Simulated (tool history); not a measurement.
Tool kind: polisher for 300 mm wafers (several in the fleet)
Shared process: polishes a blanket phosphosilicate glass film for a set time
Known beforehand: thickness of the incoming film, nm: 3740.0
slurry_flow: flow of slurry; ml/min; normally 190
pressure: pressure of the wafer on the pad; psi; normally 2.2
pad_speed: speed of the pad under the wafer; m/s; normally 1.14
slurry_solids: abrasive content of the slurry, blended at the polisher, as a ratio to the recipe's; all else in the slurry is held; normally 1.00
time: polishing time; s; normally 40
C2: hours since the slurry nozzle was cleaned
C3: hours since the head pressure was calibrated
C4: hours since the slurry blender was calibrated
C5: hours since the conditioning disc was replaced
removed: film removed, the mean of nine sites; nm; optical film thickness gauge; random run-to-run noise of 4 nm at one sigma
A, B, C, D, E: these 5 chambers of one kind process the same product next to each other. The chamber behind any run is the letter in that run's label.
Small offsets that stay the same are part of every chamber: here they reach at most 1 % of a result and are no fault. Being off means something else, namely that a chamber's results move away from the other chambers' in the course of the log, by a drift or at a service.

{"hour": 2.9, "done": "chamber D: worn pad replaced by a new one"}
{"run": "1E", "hour": 11.3, "slurry_flow": 190, "pressure": 2.2, "pad_speed": 1.14, "slurry_solids": 1.0, "time": 40, "wafers polished on this pad": 432, "C2": 181.4, "C3": 962.1, "C4": 335.4, "C5": 458.6, "removed": 309.16}
{"run": "2A", "hour": 22.8, "slurry_flow": 190, "pressure": 2.2, "pad_speed": 1.14, "slurry_solids": 1.0, "time": 40, "wafers polished on this pad": 987, "C2": 242.6, "C3": 142.7, "C4": 50.2, "C5": 101.9, "removed": 308.91}
{"hour": 24.4, "done": "chamber E: conditioning disc replaced and pad reconditioned"}
{"hour": 36.0, "done": "chamber C: worn pad replaced by a new one"}
{"run": "3C", "hour": 39.0, "slurry_flow": 190, "pressure": 2.2, "pad_speed": 1.14, "slurry_solids": 1.0, "time": 40, "wafers polished on this pad": 45, "C2": 223.0, "C3": 233.2, "C4": 240.8, "C5": 300.3, "removed": 308.93}
{"hour": 43.9, "done": "chamber B: worn pad replaced by a new one"}
{"run": "4B", "hour": 52.1, "slurry_flow": 190, "pressure": 2.2, "pad_speed": 1.14, "slurry_solids": 1.0, "time": 40, "wafers polished on this pad": 122, "C2": 179.9, "C3": 386.1, "C4": 194.9, "C5": 104.1, "removed": 302.01}
{"run": "5D", "hour": 67.5, "slurry_flow": 190, "pressure": 2.2, "pad_speed": 1.14, "slurry_solids": 1.0, "time": 40, "wafers polished on this pad": 958, "C2": 553.6, "C3": 244.8, "C4": 247.2, "C5": 211.6, "removed": 306.52}
{"hour": 75.9, "done": "chamber A: worn pad replaced by a new one"}
{"run": "6C", "hour": 78.1, "slurry_flow": 190, "pressure": 2.2, "pad_speed": 1.14, "slurry_solids": 1.0, "time": 40, "wafers polished on this pad": 625, "C2": 262.1, "C3": 272.3, "C4": 279.9, "C5": 339.4, "removed": 302.97}
{"hour": 78.5, "done": "chamber E: slurry blender recalibrated"}
{"run": "7D", "hour": 87.6, "slurry_flow": 190, "pressure": 2.2, "pad_speed": 1.14, "slurry_solids": 1.0, "time": 40, "wafers polished on this pad": 1256, "C2": 573.7, "C3": 264.9, "C4": 267.3, "C5": 231.7, "removed": 313.05}
{"run": "8A", "hour": 97.1, "slurry_flow": 190, "pressure": 2.2, "pad_speed": 1.14, "slurry_solids": 1.0, "time": 40, "wafers polished on this pad": 315, "C2": 316.9, "C3": 217.0, "C4": 124.5, "C5": 176.2, "removed": 301.62}
{"hour": 97.9, "done": "chamber E: worn pad replaced by a new one"}
{"hour": 104.7, "done": "chamber B: slurry nozzle cleaned"}
{"hour": 108.7, "done": "chamber D: worn pad replaced by a new one"}
{"run": "9E", "hour": 109.8, "slurry_flow": 190, "pressure": 2.2, "pad_speed": 1.14, "slurry_solids": 1.0, "time": 40, "wafers polished on this pad": 177, "C2": 279.9, "C3": 1060.6, "C4": 31.4, "C5": 85.5, "removed": 310.44}
{"hour": 111.6, "done": "chamber A: slurry blender recalibrated"}
{"hour": 117.6, "done": "chamber D: slurry blender recalibrated"}
{"run": "10B", "hour": 122.6, "slurry_flow": 190, "pressure": 2.2, "pad_speed": 1.14, "slurry_solids": 1.0, "time": 40, "wafers polished on this pad": 1168, "C2": 17.9, "C3": 456.6, "C4": 265.4, "C5": 174.6, "removed": 314.51}
{"hour": 130.2, "done": "chamber C: worn pad replaced by a new one"}
{"run": "11D", "hour": 135.7, "slurry_flow": 190, "pressure": 2.2, "pad_speed": 1.14, "slurry_solids": 1.0, "time": 40, "wafers polished on this pad": 401, "C2": 621.8, "C3": 313.0, "C4": 18.1, "C5": 279.8, "removed": 306.95}
{"hour": 137.2, "done": "chamber B: worn pad replaced by a new one"}
{"hour": 147.7, "done": "chamber E: head pressure recalibrated"}
{"run": "12E", "hour": 151.3, "slurry_flow": 190, "pressure": 2.2, "pad_speed": 1.14, "slurry_solids": 1.0, "time": 40, "wafers polished on this pad": 793, "C2": 321.4, "C3": 3.6, "C4": 72.9, "C5": 127.0, "removed": 306.5}
{"run": "13C", "hour": 164.3, "slurry_flow": 190, "pressure": 2.2, "pad_speed": 1.14, "slurry_solids": 1.0, "time": 40, "wafers polished on this pad": 506, "C2": 348.3, "C3": 358.5, "C4": 366.1, "C5": 425.6, "removed": 296.65}
{"run": "14A", "hour": 175.5, "slurry_flow": 190, "pressure": 2.2, "pad_speed": 1.14, "slurry_solids": 1.0, "time": 40, "wafers polished on this pad": 1478, "C2": 395.3, "C3": 295.4, "C4": 63.9, "C5": 254.6, "removed": 310.38}
{"hour": 176.3, "done": "chamber A: worn pad replaced by a new one"}
{"run": "15B", "hour": 190.8, "slurry_flow": 190, "pressure": 2.2, "pad_speed": 1.14, "slurry_solids": 1.0, "time": 40, "wafers polished on this pad": 796, "C2": 86.1, "C3": 524.8, "C4": 333.6, "C5": 242.8, "removed": 307.06}
{"run": "16C", "hour": 201.2, "slurry_flow": 190, "pressure": 2.2, "pad_speed": 1.14, "slurry_solids": 1.0, "time": 40, "wafers polished on this pad": 1054, "C2": 385.2, "C3": 395.4, "C4": 403.0, "C5": 462.5, "removed": 304.04}
{"hour": 201.6, "done": "chamber D: worn pad replaced by a new one"}
{"run": "17B", "hour": 211.4, "slurry_flow": 190, "pressure": 2.2, "pad_speed": 1.14, "slurry_solids": 1.0, "time": 40, "wafers polished on this pad": 1102, "C2": 106.7, "C3": 545.4, "C4": 354.2, "C5": 263.4, "removed": 308.96}
{"hour": 214.7, "done": "chamber E: worn pad replaced by a new one"}
{"run": "18A", "hour": 224.3, "slurry_flow": 190, "pressure": 2.2, "pad_speed": 1.14, "slurry_solids": 1.0, "time": 40, "wafers polished on this pad": 712, "C2": 444.1, "C3": 344.2, "C4": 112.7, "C5": 303.4, "removed": 305.69}
{"hour": 235.4, "done": "chamber B: worn pad replaced by a new one"}
{"run": "19E", "hour": 238.3, "slurry_flow": 190, "pressure": 2.2, "pad_speed": 1.14, "slurry_solids": 1.0, "time": 40, "wafers polished on this pad": 350, "C2": 408.4, "C3": 90.6, "C4": 159.9, "C5": 214.0, "removed": 302.8}
{"hour": 238.4, "done": "chamber C: worn pad replaced by a new one"}
{"hour": 250.8, "done": "chamber B: head pressure recalibrated"}
{"run": "20D", "hour": 252.6, "slurry_flow": 190, "pressure": 2.2, "pad_speed": 1.14, "slurry_solids": 1.0, "time": 40, "wafers polished on this pad": 756, "C2": 738.7, "C3": 429.9, "C4": 135.0, "C5": 396.7, "removed": 308.89}
{"hour": 257.6, "done": "chamber B: slurry blender recalibrated"}
{"run": "21C", "hour": 262.5, "slurry_flow": 190, "pressure": 2.2, "pad_speed": 1.14, "slurry_solids": 1.0, "time": 40, "wafers polished on this pad": 358, "C2": 446.5, "C3": 456.7, "C4": 464.3, "C5": 523.8, "removed": 290.32}
{"hour": 268.1, "done": "chamber A: slurry blender recalibrated"}
{"hour": 273.1, "done": "chamber A: worn pad replaced by a new one"}
{"run": "22D", "hour": 278.7, "slurry_flow": 190, "pressure": 2.2, "pad_speed": 1.14, "slurry_solids": 1.0, "time": 40, "wafers polished on this pad": 1143, "C2": 764.8, "C3": 456.0, "C4": 161.1, "C5": 422.8, "removed": 307.11}
{"run": "23A", "hour": 290.5, "slurry_flow": 190, "pressure": 2.2, "pad_speed": 1.14, "slurry_solids": 1.0, "time": 40, "wafers polished on this pad": 258, "C2": 510.3, "C3": 410.4, "C4": 22.5, "C5": 369.6, "removed": 310.5}
{"hour": 293.8, "done": "chamber B: slurry nozzle cleaned"}
{"hour": 296.5, "done": "chamber E: slurry nozzle cleaned"}
{"run": "24B", "hour": 306.8, "slurry_flow": 190, "pressure": 2.2, "pad_speed": 1.14, "slurry_solids": 1.0, "time": 40, "wafers polished on this pad": 1059, "C2": 13.0, "C3": 56.1, "C4": 49.2, "C5": 358.8, "removed": 310.83}
{"run": "25E", "hour": 315.5, "slurry_flow": 190, "pressure": 2.2, "pad_speed": 1.14, "slurry_solids": 1.0, "time": 40, "wafers polished on this pad": 1496, "C2": 19.1, "C3": 167.8, "C4": 237.1, "C5": 291.2, "removed": 302.12}
{"hour": 326.0, "done": "chamber D: worn pad replaced by a new one"}
{"run": "26C", "hour": 329.5, "slurry_flow": 190, "pressure": 2.2, "pad_speed": 1.14, "slurry_solids": 1.0, "time": 40, "wafers polished on this pad": 1352, "C2": 513.5, "C3": 523.7, "C4": 531.3, "C5": 590.8, "removed": 287.82}
{"hour": 330.0, "done": "chamber E: worn pad replaced by a new one"}
{"hour": 335.9, "done": "chamber C: worn pad replaced by a new one"}
{"run": "27A", "hour": 336.9, "slurry_flow": 190, "pressure": 1.4, "pad_speed": 1.5, "slurry_solids": 1.0, "time": 40, "wafers polished on this pad": 947, "C2": 556.7, "C3": 456.8, "C4": 68.9, "C5": 416.0, "removed": 240.82}
{"hour": 337.3, "done": "chamber B: worn pad replaced by a new one"}
{"hour": 337.9, "done": "chamber D: slurry nozzle cleaned"}
{"run": "28B", "hour": 348.7, "slurry_flow": 190, "pressure": 1.4, "pad_speed": 1.5, "slurry_solids": 1.0, "time": 40, "wafers polished on this pad": 169, "C2": 54.9, "C3": 98.0, "C4": 91.1, "C5": 400.7, "removed": 247.92}
{"run": "29E", "hour": 363.0, "slurry_flow": 190, "pressure": 1.4, "pad_speed": 1.5, "slurry_solids": 1.0, "time": 40, "wafers polished on this pad": 490, "C2": 66.6, "C3": 215.3, "C4": 284.6, "C5": 338.7, "removed": 241.27}
{"hour": 366.4, "done": "chamber A: conditioning disc replaced and pad reconditioned"}
{"run": "30D", "hour": 379.1, "slurry_flow": 190, "pressure": 1.4, "pad_speed": 1.5, "slurry_solids": 1.0, "time": 40, "wafers polished on this pad": 789, "C2": 41.3, "C3": 556.4, "C4": 261.5, "C5": 523.2, "removed": 241.06}
{"hour": 386.2, "done": "chamber A: worn pad replaced by a new one"}
{"run": "31D", "hour": 389.2, "slurry_flow": 190, "pressure": 1.4, "pad_speed": 1.5, "slurry_solids": 1.0, "time": 40, "wafers polished on this pad": 939, "C2": 51.4, "C3": 566.5, "C4": 271.6, "C5": 533.3, "removed": 245.12}
{"hour": 392.7, "done": "chamber C: conditioning disc replaced and pad reconditioned"}
{"run": "32B", "hour": 404.9, "slurry_flow": 190, "pressure": 2.2, "pad_speed": 1.14, "slurry_solids": 1.25, "time": 32, "wafers polished on this pad": 1003, "C2": 111.1, "C3": 154.2, "C4": 147.3, "C5": 456.9, "removed": 277.01}
{"hour": 418.2, "done": "chamber D: slurry blender recalibrated"}
{"run": "33A", "hour": 418.6, "slurry_flow": 190, "pressure": 2.2, "pad_speed": 1.14, "slurry_solids": 1.25, "time": 32, "wafers polished on this pad": 481, "C2": 638.4, "C3": 538.5, "C4": 150.6, "C5": 52.3, "removed": 270.04}
{"hour": 425.7, "done": "chamber E: conditioning disc replaced and pad reconditioned"}
{"run": "34E", "hour": 427.4, "slurry_flow": 190, "pressure": 2.2, "pad_speed": 1.14, "slurry_solids": 1.25, "time": 32, "wafers polished on this pad": 1445, "C2": 131.0, "C3": 279.7, "C4": 349.0, "C5": 1.8, "removed": 263.49}
{"hour": 428.7, "done": "chamber E: worn pad replaced by a new one"}
{"hour": 431.5, "done": "chamber D: conditioning disc replaced and pad reconditioned"}
{"hour": 440.6, "done": "chamber D: worn pad replaced by a new one"}
{"run": "35C", "hour": 441.8, "slurry_flow": 190, "pressure": 2.2, "pad_speed": 1.14, "slurry_solids": 1.25, "time": 32, "wafers polished on this pad": 1572, "C2": 625.8, "C3": 636.0, "C4": 643.6, "C5": 49.1, "removed": 252.85}
{"hour": 444.7, "done": "chamber A: slurry blender recalibrated"}
{"hour": 451.1, "done": "chamber C: worn pad replaced by a new one"}
{"run": "36B", "hour": 451.2, "slurry_flow": 190, "pressure": 2.2, "pad_speed": 1.14, "slurry_solids": 1.25, "time": 32, "wafers polished on this pad": 1690, "C2": 157.4, "C3": 200.5, "C4": 193.6, "C5": 503.2, "removed": 265.87}
{"hour": 457.7, "done": "chamber B: worn pad replaced by a new one"}
{"run": "37E", "hour": 459.5, "slurry_flow": 190, "pressure": 2.2, "pad_speed": 1.14, "slurry_solids": 1.0, "time": 40, "wafers polished on this pad": 457, "C2": 163.1, "C3": 311.8, "C4": 381.1, "C5": 33.9, "removed": 310.44}
{"hour": 469.4, "done": "chamber E: slurry blender recalibrated"}
{"run": "38A", "hour": 472.4, "slurry_flow": 190, "pressure": 2.2, "pad_speed": 1.14, "slurry_solids": 1.0, "time": 40, "wafers polished on this pad": 1279, "C2": 692.2, "C3": 592.3, "C4": 27.8, "C5": 106.1, "removed": 307.65}
{"run": "39D", "hour": 481.8, "slurry_flow": 190, "pressure": 2.2, "pad_speed": 1.14, "slurry_solids": 1.0, "time": 40, "wafers polished on this pad": 612, "C2": 144.0, "C3": 659.1, "C4": 63.6, "C5": 50.3, "removed": 308.53}
{"hour": 488.4, "done": "chamber A: worn pad replaced by a new one"}
{"run": "40C", "hour": 492.1, "slurry_flow": 190, "pressure": 2.2, "pad_speed": 1.42, "slurry_solids": 1.0, "time": 40, "wafers polished on this pad": 609, "C2": 676.1, "C3": 686.3, "C4": 693.9, "C5": 99.4, "removed": 326.21}
{"hour": 500.4, "done": "chamber B: conditioning disc replaced and pad reconditioned"}
{"run": "41E", "hour": 507.6, "slurry_flow": 190, "pressure": 2.2, "pad_speed": 1.42, "slurry_solids": 1.0, "time": 40, "wafers polished on this pad": 1171, "C2": 211.2, "C3": 359.9, "C4": 38.3, "C5": 82.0, "removed": 369.85}
{"run": "42A", "hour": 520.3, "slurry_flow": 190, "pressure": 2.2, "pad_speed": 1.42, "slurry_solids": 1.0, "time": 40, "wafers polished on this pad": 474, "C2": 740.1, "C3": 640.2, "C4": 75.7, "C5": 154.0, "removed": 360.9}
{"hour": 522.8, "done": "chamber B: slurry nozzle cleaned"}
{"run": "43C", "hour": 536.4, "slurry_flow": 190, "pressure": 2.2, "pad_speed": 1.42, "slurry_solids": 1.0, "time": 40, "wafers polished on this pad": 1266, "C2": 720.4, "C3": 730.6, "C4": 738.2, "C5": 143.7, "removed": 326.84}
{"run": "44B", "hour": 543.9, "slurry_flow": 190, "pressure": 2.2, "pad_speed": 1.42, "slurry_solids": 1.0, "time": 40, "wafers polished on this pad": 1278, "C2": 21.1, "C3": 293.2, "C4": 286.3, "C5": 43.6, "removed": 358.86}

Which is it: a chamber that has drifted or been left off by a service, a gauge drift common to all chambers, or only each chamber's usual small offset? If a chamber is off, name it and its likeliest cause.

Little by little, chamber C moves away from the other chambers.
What lies behind it: abrasive missing from the slurry, % = 20.7.
The log might look much the same if the cause were instead: slurry flow missing at the pad, %; head's pressure below its setpoint, %.

Chamber C could run next with any of the 4 candidate recipes listed below; each alters the usual settings, and their results appear as question marks. Which one brings its results back in line with what the other chambers deliver on the usual settings?
To be in line, a result may differ from the other chambers' mean on the usual settings by at most: removed 14.00 nm
{"run": "45C-1", "hour": 555.6, "slurry_flow": 190, "pressure": 2.2, "pad_speed": 1.08, "slurry_solids": 1.0, "time": 37, "removed": "?"}
{"run": "45C-2", "hour": 555.6, "slurry_flow": 195, "pressure": 2.2, "pad_speed": 1.14, "slurry_solids": 1.05, "time": 44, "removed": "?"}
{"run": "45C-3", "hour": 555.6, "slurry_flow": 190, "pressure": 2.0, "pad_speed": 1.08, "slurry_solids": 1.0, "time": 37, "removed": "?"}
{"run": "45C-4", "hour": 555.6, "slurry_flow": 195, "pressure": 2.2, "pad_speed": 1.24, "slurry_solids": 1.05, "time": 44, "removed": "?"}

Mean of the other chambers on the usual settings: removed 306.59 nm
run=45C-1 removed=241.47
run=45C-2 removed=308.39
run=45C-3 removed=219.84
run=45C-4 removed=329.87
45C-2 brings the chamber back in line.

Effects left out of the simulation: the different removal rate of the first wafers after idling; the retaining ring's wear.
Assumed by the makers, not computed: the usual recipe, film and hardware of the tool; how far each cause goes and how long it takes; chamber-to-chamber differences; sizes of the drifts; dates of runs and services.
